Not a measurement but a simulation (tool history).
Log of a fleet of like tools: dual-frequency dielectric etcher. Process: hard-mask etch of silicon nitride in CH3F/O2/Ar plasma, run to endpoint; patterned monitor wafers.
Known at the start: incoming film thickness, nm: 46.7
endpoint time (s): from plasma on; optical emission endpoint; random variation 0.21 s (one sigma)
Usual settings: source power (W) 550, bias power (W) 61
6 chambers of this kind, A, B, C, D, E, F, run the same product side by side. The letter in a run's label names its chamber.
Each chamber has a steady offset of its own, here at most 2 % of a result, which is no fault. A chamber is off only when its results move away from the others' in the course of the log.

run   hour  source power (W)  bias power (W)  endpoint time (s)
 1E    5.7               550              61             63.587
 2C   11.3               550              61             63.454
 3A   16.6               550              61             63.619
 4F   21.4               550              61             63.082
 5B   26.5               550              61             62.668
 6D   32.1               550              61             64.258
 7D   36.4               550              61             64.214
 8C   43.4               550              61             63.841
 9F   49.6               550              61             62.907
10E   57.0               550              61             63.805
11B   61.5               550              61             62.816
12A   68.6               550              61             63.590
13E   73.9               550              61             64.249
14C   77.8               550              61             63.333
15F   84.4               550              61             62.810
16D   92.0               550              61             64.151
17B   97.7               420              61             69.373
18A  103.9               420              61             70.346
19B  111.2               420              61             69.683
     117.3  -- chamber B: wet clean of the chamber
20A  118.9               420              61             70.706
21D  126.6               420              61             71.198
22E  130.7               420              61             71.084
23C  134.8               550              61             63.844
     136.0  -- chamber C: wet clean of the chamber
24F  141.8               550              61             62.974
25C  149.6               550              61             63.513
     153.0  -- chamber D: wet clean of the chamber
26F  154.5               550              61             62.913
27A  161.6               550              61             63.475
28D  167.4               550              61             63.953
29E  175.0               550              61             63.379
30B  178.8               550              61             64.823
     183.1  -- chamber F: wet clean of the chamber
31B  186.5               550              61             64.903
32E  191.9               550              61             63.782
33C  196.8               550              61             63.335
34A  201.8               550              61             63.913
35F  206.3               550              61             63.041
36D  213.3               610              74             57.876
37C  218.6               610              74             57.344
38A  222.3               610              74             56.895
39D  228.7               610              74             57.963
40B  232.9               610              74             58.208
41F  238.7               610              74             57.005
42E  246.0               550              61             63.813

All 6 chambers run these settings next. Forecast each chamber's results:
43A  251.9               550              61                  ?
43B  251.9               550              61                  ?
43C  251.9               550              61                  ?
43D  251.9               550              61                  ?
43E  251.9               550              61                  ?
43F  251.9               550              61                  ?

run  endpoint time (s)
43A             62.950
43B             64.798
43C             63.830
43D             63.893
43E             63.785
43F             63.045

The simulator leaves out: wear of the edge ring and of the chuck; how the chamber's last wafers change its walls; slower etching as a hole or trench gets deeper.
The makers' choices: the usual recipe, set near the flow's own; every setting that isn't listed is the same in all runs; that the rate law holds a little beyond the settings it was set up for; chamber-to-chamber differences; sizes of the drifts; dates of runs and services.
